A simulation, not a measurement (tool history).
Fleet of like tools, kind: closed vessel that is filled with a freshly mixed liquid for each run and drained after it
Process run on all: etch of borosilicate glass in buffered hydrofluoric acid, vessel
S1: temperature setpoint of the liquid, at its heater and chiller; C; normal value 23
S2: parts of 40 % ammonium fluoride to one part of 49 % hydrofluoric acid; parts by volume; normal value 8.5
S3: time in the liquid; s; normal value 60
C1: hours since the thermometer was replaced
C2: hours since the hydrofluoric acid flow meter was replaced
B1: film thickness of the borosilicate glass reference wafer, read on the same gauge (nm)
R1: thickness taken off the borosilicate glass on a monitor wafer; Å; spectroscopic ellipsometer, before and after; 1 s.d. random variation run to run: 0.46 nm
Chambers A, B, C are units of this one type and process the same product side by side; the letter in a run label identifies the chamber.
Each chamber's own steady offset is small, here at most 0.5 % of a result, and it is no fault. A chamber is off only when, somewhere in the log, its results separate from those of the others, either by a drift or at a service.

{"run": "1B", "hour": 5.0, "S1": 23, "S2": 8.5, "S3": 60, "C1": 624.2, "C2": 494.2, "B1": 119.99, "R1": 798.27}
{"run": "2C", "hour": 8.7, "S1": 23, "S2": 8.5, "S3": 60, "C1": 301.8, "C2": 829.6, "B1": 119.98, "R1": 804.94}
{"run": "3A", "hour": 13.3, "S1": 23, "S2": 8.5, "S3": 60, "C1": 539.9, "C2": 1265.8, "B1": 120.01, "R1": 801.08}
{"run": "4A", "hour": 16.0, "S1": 23, "S2": 8.5, "S3": 60, "C1": 542.6, "C2": 1268.5, "B1": 120, "R1": 798.16}
{"run": "5C", "hour": 20.2, "S1": 23, "S2": 8.5, "S3": 60, "C1": 313.3, "C2": 841.1, "B1": 120, "R1": 806.88}
{"run": "6B", "hour": 25.4, "S1": 23, "S2": 8.5, "S3": 60, "C1": 644.6, "C2": 514.6, "B1": 120.02, "R1": 806.91}
{"run": "7B", "hour": 28.1, "S1": 23, "S2": 8.5, "S3": 60, "C1": 647.3, "C2": 517.3, "B1": 120.04, "R1": 807.02}
{"run": "8C", "hour": 33.6, "S1": 23, "S2": 8.5, "S3": 60, "C1": 326.7, "C2": 854.5, "B1": 119.99, "R1": 800.19}
{"run": "9A", "hour": 37.9, "S1": 23, "S2": 8.5, "S3": 60, "C1": 564.5, "C2": 1290.4, "B1": 119.99, "R1": 802.75}
{"run": "10B", "hour": 43.6, "S1": 23, "S2": 8.5, "S3": 60, "C1": 662.8, "C2": 532.8, "B1": 119.98, "R1": 802.47}
{"run": "11C", "hour": 49.1, "S1": 23, "S2": 8.5, "S3": 45, "C1": 342.2, "C2": 870, "B1": 120.02, "R1": 610.8}
{"hour": 51.1, "done": "chamber A: hydrofluoric acid flow meter replaced"}
{"run": "12A", "hour": 52.1, "S1": 23, "S2": 8.5, "S3": 45, "C1": 578.7, "C2": 1.1, "B1": 119.99, "R1": 609.27}
{"run": "13A", "hour": 55.6, "S1": 23, "S2": 8.5, "S3": 45, "C1": 582.2, "C2": 4.6, "B1": 119.99, "R1": 602.79}
{"run": "14B", "hour": 58.5, "S1": 23, "S2": 8.5, "S3": 60, "C1": 677.7, "C2": 547.7, "B1": 120.01, "R1": 808.32}
{"run": "15C", "hour": 63.9, "S1": 23, "S2": 8.5, "S3": 60, "C1": 357, "C2": 884.8, "B1": 119.98, "R1": 808.2}
{"run": "16C", "hour": 69.3, "S1": 23, "S2": 8.5, "S3": 60, "C1": 362.4, "C2": 890.2, "B1": 120.01, "R1": 800.34}
{"run": "17A", "hour": 74.2, "S1": 21.5, "S2": 8.5, "S3": 60, "C1": 600.8, "C2": 23.2, "B1": 120.01, "R1": 737.23}
{"run": "18B", "hour": 79.5, "S1": 21.5, "S2": 8.5, "S3": 60, "C1": 698.7, "C2": 568.7, "B1": 120.03, "R1": 739.27}
{"run": "19C", "hour": 83.5, "S1": 21.5, "S2": 8.5, "S3": 60, "C1": 376.6, "C2": 904.4, "B1": 119.97, "R1": 738.96}
{"run": "20A", "hour": 87.5, "S1": 23, "S2": 5, "S3": 60, "C1": 614.1, "C2": 36.5, "B1": 120, "R1": 1344.2}
{"run": "21B", "hour": 90.6, "S1": 23, "S2": 5, "S3": 60, "C1": 709.8, "C2": 579.8, "B1": 120.02, "R1": 1369.8}
{"run": "22A", "hour": 94.3, "S1": 23, "S2": 5, "S3": 60, "C1": 620.9, "C2": 43.3, "B1": 120.01, "R1": 1336.8}
{"run": "23B", "hour": 97.8, "S1": 23, "S2": 8.5, "S3": 60, "C1": 717, "C2": 587, "B1": 119.99, "R1": 797.34}
{"run": "24C", "hour": 100.9, "S1": 23, "S2": 8.5, "S3": 60, "C1": 394, "C2": 921.8, "B1": 120.02, "R1": 794.25}
{"run": "25C", "hour": 106.1, "S1": 23, "S2": 8.5, "S3": 60, "C1": 399.2, "C2": 927, "B1": 120.02, "R1": 800.03}
{"run": "26B", "hour": 111.6, "S1": 23, "S2": 8.5, "S3": 60, "C1": 730.8, "C2": 600.8, "B1": 120.01, "R1": 810.32}
{"run": "27A", "hour": 115.2, "S1": 23, "S2": 8.5, "S3": 60, "C1": 641.8, "C2": 64.2, "B1": 120, "R1": 797.99}
{"run": "28B", "hour": 120.4, "S1": 23, "S2": 8.5, "S3": 60, "C1": 739.6, "C2": 609.6, "B1": 119.99, "R1": 801.07}
{"run": "29C", "hour": 123.9, "S1": 23, "S2": 8.5, "S3": 60, "C1": 417, "C2": 944.8, "B1": 120.01, "R1": 809.53}
{"run": "30A", "hour": 129.2, "S1": 23, "S2": 8.5, "S3": 60, "C1": 655.8, "C2": 78.2, "B1": 119.98, "R1": 795.22}
{"run": "31B", "hour": 132.6, "S1": 23, "S2": 8.5, "S3": 60, "C1": 751.8, "C2": 621.8, "B1": 120, "R1": 800.62}
{"run": "32A", "hour": 137.1, "S1": 23, "S2": 8.5, "S3": 60, "C1": 663.7, "C2": 86.1, "B1": 120.02, "R1": 797.82}
{"run": "33C", "hour": 139.8, "S1": 23, "S2": 8.5, "S3": 60, "C1": 432.9, "C2": 960.7, "B1": 120, "R1": 799.89}

Read the log: is a single chamber off, either drifting away or since a service, is the gauge that measures every chamber drifting, or is nothing wrong beyond small per-chamber offsets? Name any odd chamber and what most likely caused it.

Neither any chamber nor the gauge drifts; the chambers differ only by their own small, steady offsets.

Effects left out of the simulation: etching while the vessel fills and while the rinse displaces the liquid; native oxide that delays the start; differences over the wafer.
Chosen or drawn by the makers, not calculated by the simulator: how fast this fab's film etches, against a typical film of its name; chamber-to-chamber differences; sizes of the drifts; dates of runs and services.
